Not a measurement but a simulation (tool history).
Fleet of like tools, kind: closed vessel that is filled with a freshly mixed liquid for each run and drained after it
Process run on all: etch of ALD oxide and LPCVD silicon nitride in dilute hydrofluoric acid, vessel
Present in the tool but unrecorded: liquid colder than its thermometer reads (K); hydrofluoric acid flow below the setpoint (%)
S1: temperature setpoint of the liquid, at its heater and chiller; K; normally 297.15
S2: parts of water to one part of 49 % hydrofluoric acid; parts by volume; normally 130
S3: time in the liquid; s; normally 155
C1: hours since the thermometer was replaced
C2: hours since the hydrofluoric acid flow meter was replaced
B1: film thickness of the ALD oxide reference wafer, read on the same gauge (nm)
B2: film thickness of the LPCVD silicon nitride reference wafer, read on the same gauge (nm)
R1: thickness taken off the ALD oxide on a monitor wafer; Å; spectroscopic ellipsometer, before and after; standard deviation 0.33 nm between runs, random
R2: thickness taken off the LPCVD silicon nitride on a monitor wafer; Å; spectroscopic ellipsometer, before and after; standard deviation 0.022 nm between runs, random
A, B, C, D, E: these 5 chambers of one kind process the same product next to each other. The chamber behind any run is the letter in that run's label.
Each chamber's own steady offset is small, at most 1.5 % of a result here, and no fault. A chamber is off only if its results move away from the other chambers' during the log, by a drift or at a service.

run 1C day=0.254 | S1=297.15 S2=130 S3=155 | C1=318.1 C2=402 | B1=109.98 B2=40.008 | R1=336.79 R2=5.9611
run 2D day=0.608 | S1=297.15 S2=130 S3=155 | C1=1111.7 C2=1860.9 | B1=110 B2=40.018 | R1=338.47 R2=6.1824
run 3B day=0.842 | S1=297.15 S2=130 S3=155 | C1=63.3 C2=237.2 | B1=110.02 B2=40.021 | R1=342.24 R2=5.8925
run 4E day=1.033 | S1=297.15 S2=130 S3=155 | C1=2011 C2=1795.1 | B1=109.95 B2=39.987 | R1=333.65 R2=6.2448
run 5A day=1.308 | S1=297.15 S2=130 S3=155 | C1=1108.9 C2=114.5 | B1=109.97 B2=40.003 | R1=343.66 R2=6.1584
run 6D day=1.608 | S1=297.15 S2=130 S3=155 | C1=1135.7 C2=1884.9 | B1=109.99 B2=40.06 | R1=336.76 R2=5.8269
run 7C day=1.804 | S1=297.15 S2=130 S3=155 | C1=355.3 C2=439.2 | B1=110 B2=40.002 | R1=339.5 R2=6.3574
run 8B day=2.138 | S1=294.65 S2=130 S3=155 | C1=94.4 C2=268.3 | B1=110.02 B2=39.983 | R1=305.82 R2=4.8439
-- day=2.346 chamber D: thermometer replaced
run 9A day=2.454 | S1=294.65 S2=130 S3=155 | C1=1136.4 C2=142 | B1=110 B2=40.014 | R1=306.83 R2=5.1415
run 10E day=2.742 | S1=294.65 S2=130 S3=155 | C1=2052 C2=1836.1 | B1=109.98 B2=39.991 | R1=310.53 R2=5.2386
run 11E day=3.008 | S1=294.65 S2=130 S3=155 | C1=2058.4 C2=1842.5 | B1=110.03 B2=39.943 | R1=308.23 R2=5.2586
run 12C day=3.175 | S1=294.65 S2=130 S3=155 | C1=388.2 C2=472.1 | B1=110.02 B2=39.995 | R1=314.65 R2=4.857
run 13B day=3.462 | S1=297.15 S2=130 S3=155 | C1=126.2 C2=300.1 | B1=110.01 B2=40.045 | R1=334.67 R2=5.9231
run 14D day=3.825 | S1=297.15 S2=130 S3=155 | C1=35.6 C2=1938.1 | B1=110 B2=40.031 | R1=335.62 R2=6.2925
run 15A day=4.171 | S1=297.15 S2=130 S3=155 | C1=1177.6 C2=183.2 | B1=109.95 B2=39.999 | R1=341.3 R2=6.1243
run 16A day=4.5 | S1=297.15 S2=130 S3=155 | C1=1185.5 C2=191.1 | B1=109.96 B2=40.006 | R1=338.21 R2=6.5758
run 17C day=4.783 | S1=297.15 S2=130 S3=155 | C1=426.8 C2=510.7 | B1=110.07 B2=40.032 | R1=344.01 R2=6.1466
run 18E day=5.104 | S1=297.15 S2=130 S3=155 | C1=2108.7 C2=1892.8 | B1=109.98 B2=40.015 | R1=336.57 R2=5.7769
run 19D day=5.3 | S1=297.15 S2=130 S3=155 | C1=71 C2=1973.5 | B1=109.98 B2=40.016 | R1=342.91 R2=6.5384
run 20B day=5.588 | S1=297.15 S2=130 S3=155 | C1=177.2 C2=351.1 | B1=109.95 B2=39.953 | R1=325.37 R2=5.8632
run 21A day=5.929 | S1=297.15 S2=130 S3=155 | C1=1219.8 C2=225.4 | B1=110.02 B2=40.012 | R1=344.59 R2=6.2594
run 22B day=6.092 | S1=297.15 S2=130 S3=155 | C1=189.3 C2=363.2 | B1=110 B2=40.013 | R1=329.11 R2=5.5721
run 23E day=6.433 | S1=297.15 S2=130 S3=155 | C1=2140.6 C2=1924.7 | B1=109.98 B2=40.044 | R1=340.44 R2=6.0726
run 24D day=6.692 | S1=297.15 S2=130 S3=155 | C1=104.4 C2=2006.9 | B1=110.03 B2=39.95 | R1=343.61 R2=5.8414
run 25C day=6.954 | S1=297.15 S2=130 S3=155 | C1=478.9 C2=562.8 | B1=109.98 B2=40.025 | R1=345.17 R2=5.7265
run 26A day=7.188 | S1=301.15 S2=130 S3=155 | C1=1250 C2=255.6 | B1=110.04 B2=40.013 | R1=399.79 R2=7.9492
run 27B day=7.45 | S1=301.15 S2=130 S3=155 | C1=221.9 C2=395.8 | B1=109.97 B2=39.973 | R1=364.67 R2=7.2886
run 28E day=7.762 | S1=301.15 S2=130 S3=155 | C1=2172.5 C2=1956.6 | B1=109.99 B2=40.022 | R1=391.62 R2=7.8608
run 29D day=7.946 | S1=301.15 S2=130 S3=155 | C1=134.5 C2=2037 | B1=110 B2=39.951 | R1=399 R2=7.6324
-- day=7.992 chamber C: hydrofluoric acid flow meter replaced
run 30C day=8.288 | S1=301.15 S2=130 S3=155 | C1=510.9 C2=7.1 | B1=109.99 B2=39.949 | R1=388.52 R2=7.7059

Which is it: a chamber that has drifted or been left off by a service, a gauge drift common to all chambers, or only each chamber's usual small offset? If a chamber is off, name it and its likeliest cause.

One chamber, B, drifts off from the rest bit by bit.
Likeliest cause: hydrofluoric acid flow below the setpoint (%) = 8.

Which of the 4 candidates below, each the usual settings with something changed and its results left as question marks, puts chamber B back in line with what the other chambers give on the usual settings?
Counts as in line when no further than this from what the other chambers average on the usual settings: R1 12 Å; R2 0.78 Å
run 31B-1 day=8.562 | S1=297.15 S2=130 S3=160 | R1=? R2=?
run 31B-2 day=8.562 | S1=297.15 S2=125 S3=160 | R1=? R2=?
run 31B-3 day=8.562 | S1=297.15 S2=135 S3=150 | R1=? R2=?
run 31B-4 day=8.562 | S1=297.15 S2=130 S3=150 | R1=? R2=?

The mean the other chambers reach with the usual settings: R1 340.48 Å; R2 6.0962 Å
run=31B-1 R1=322.21 R2=5.7627
run=31B-2 R1=337.26 R2=5.9912
run=31B-3 R1=289.04 R2=5.2041
run=31B-4 R1=302.07 R2=5.4026
The answer is 31B-2, which returns the chamber to within the allowed miss of the others.
